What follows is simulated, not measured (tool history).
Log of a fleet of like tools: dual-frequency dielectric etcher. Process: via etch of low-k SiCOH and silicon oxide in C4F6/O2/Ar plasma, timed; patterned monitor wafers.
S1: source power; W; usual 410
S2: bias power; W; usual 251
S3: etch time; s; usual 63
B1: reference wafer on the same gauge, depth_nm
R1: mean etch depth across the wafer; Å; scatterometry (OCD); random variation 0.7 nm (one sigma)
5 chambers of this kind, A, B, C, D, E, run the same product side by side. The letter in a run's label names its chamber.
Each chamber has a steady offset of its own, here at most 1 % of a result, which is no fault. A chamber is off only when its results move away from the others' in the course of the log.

| run | hour | S1 | S2 | S3 | B1 | R1 |
|---|---|---|---|---|---|---|
| 1D | 8.8 | 410 | 251 | 63 | 163.04 | 1964.6 |
| 2B | 16.1 | 410 | 251 | 63 | 162.88 | 1981.1 |
| 3C | 22.4 | 410 | 251 | 63 | 163.11 | 1979.3 |
|  | 23 | chamber E: wet clean of the chamber |
| 4E | 33.8 | 410 | 251 | 63 | 163.01 | 1982.1 |
| 5A | 40.9 | 410 | 251 | 63 | 162.98 | 1971.6 |
| 6D | 49.7 | 440 | 307 | 63 | 162.99 | 2178.1 |
| 7B | 58.7 | 440 | 307 | 63 | 163 | 2196.1 |
| 8A | 65.2 | 440 | 307 | 63 | 162.99 | 2189.1 |
| 9E | 76.6 | 440 | 307 | 63 | 162.92 | 2194.8 |
|  | 77.8 | chamber B: wet clean of the chamber |
| 10C | 87.1 | 440 | 307 | 63 | 163 | 2200.8 |
| 11A | 99.3 | 410 | 251 | 63 | 163.14 | 1980.3 |
| 12C | 106.7 | 410 | 251 | 63 | 163.1 | 1987.1 |
| 13B | 118.4 | 410 | 251 | 63 | 162.91 | 2004.4 |
| 14E | 128.6 | 410 | 251 | 63 | 162.94 | 1984.3 |
| 15D | 138.1 | 360 | 203 | 63 | 162.89 | 1754.6 |
|  | 143.8 | chamber C: wet clean of the chamber |
| 16C | 149.8 | 360 | 203 | 63 | 163.03 | 1754.8 |
| 17B | 160.4 | 360 | 203 | 63 | 162.98 | 1759.9 |
| 18D | 171.8 | 360 | 203 | 63 | 162.96 | 1745 |
| 19E | 184.3 | 360 | 203 | 63 | 163 | 1768.7 |
| 20A | 190.7 | 410 | 251 | 63 | 162.8 | 1976.8 |
| 21B | 200.3 | 410 | 251 | 63 | 163.19 | 1992.4 |
| 22E | 207 | 410 | 251 | 63 | 163.14 | 1990.7 |
| 23D | 217.2 | 410 | 251 | 63 | 163.06 | 1985.7 |
| 24A | 226.1 | 410 | 251 | 63 | 162.97 | 1958.9 |
| 25C | 238.1 | 410 | 251 | 63 | 163.07 | 1983.5 |
| 26B | 244.5 | 410 | 251 | 63 | 163.01 | 1981.1 |
| 27E | 257 | 410 | 251 | 63 | 163.12 | 1969.9 |
| 28D | 263.9 | 440 | 251 | 71 | 163.15 | 2291.5 |
| 29A | 270.6 | 440 | 251 | 71 | 163.18 | 2241.6 |
| 30C | 279.9 | 440 | 251 | 71 | 163.06 | 2304.6 |
| 31C | 288.1 | 440 | 251 | 71 | 163.07 | 2308.3 |
| 32A | 299.6 | 440 | 251 | 71 | 162.98 | 2253.1 |
| 33E | 306.7 | 410 | 251 | 63 | 162.91 | 1983.3 |
| 34D | 314.5 | 410 | 251 | 63 | 163.1 | 1986.9 |
| 35B | 321.4 | 410 | 251 | 63 | 163.08 | 2000.7 |
| 36C | 327.1 | 410 | 251 | 63 | 163.02 | 1995.4 |

Is one chamber off against the others, does the gauge drift, or is nothing wrong? If a chamber is off, say which, and what the likeliest cause is.

Chamber A drifts away from the others.
Cause: etch rate under this chamber's usual, % = 2.57.

Here are 4 candidates for chamber A's next run, each the usual settings with a change, their results left as question marks. Which one brings its results back in line with what the others give on the usual settings?
In line means no further than this from the other chambers' mean on the usual settings: R1 25 Å
| 37A-1 | 336.6 | 410 | 250 | 61.5 |  | ? |
| 37A-2 | 336.6 | 410 | 251 | 62.5 |  | ? |
| 37A-3 | 336.6 | 410 | 251 | 63.5 |  | ? |
| 37A-4 | 336.6 | 410 | 253 | 64.5 |  | ? |

The other chambers' mean on the usual settings: R1 1985.7 Å
| run | R1 |
|---|---|
| 37A-1 | 1878.8 |
| 37A-2 | 1912 |
| 37A-3 | 1942.5 |
| 37A-4 | 1978.5 |
37A-4 brings the chamber back in line.

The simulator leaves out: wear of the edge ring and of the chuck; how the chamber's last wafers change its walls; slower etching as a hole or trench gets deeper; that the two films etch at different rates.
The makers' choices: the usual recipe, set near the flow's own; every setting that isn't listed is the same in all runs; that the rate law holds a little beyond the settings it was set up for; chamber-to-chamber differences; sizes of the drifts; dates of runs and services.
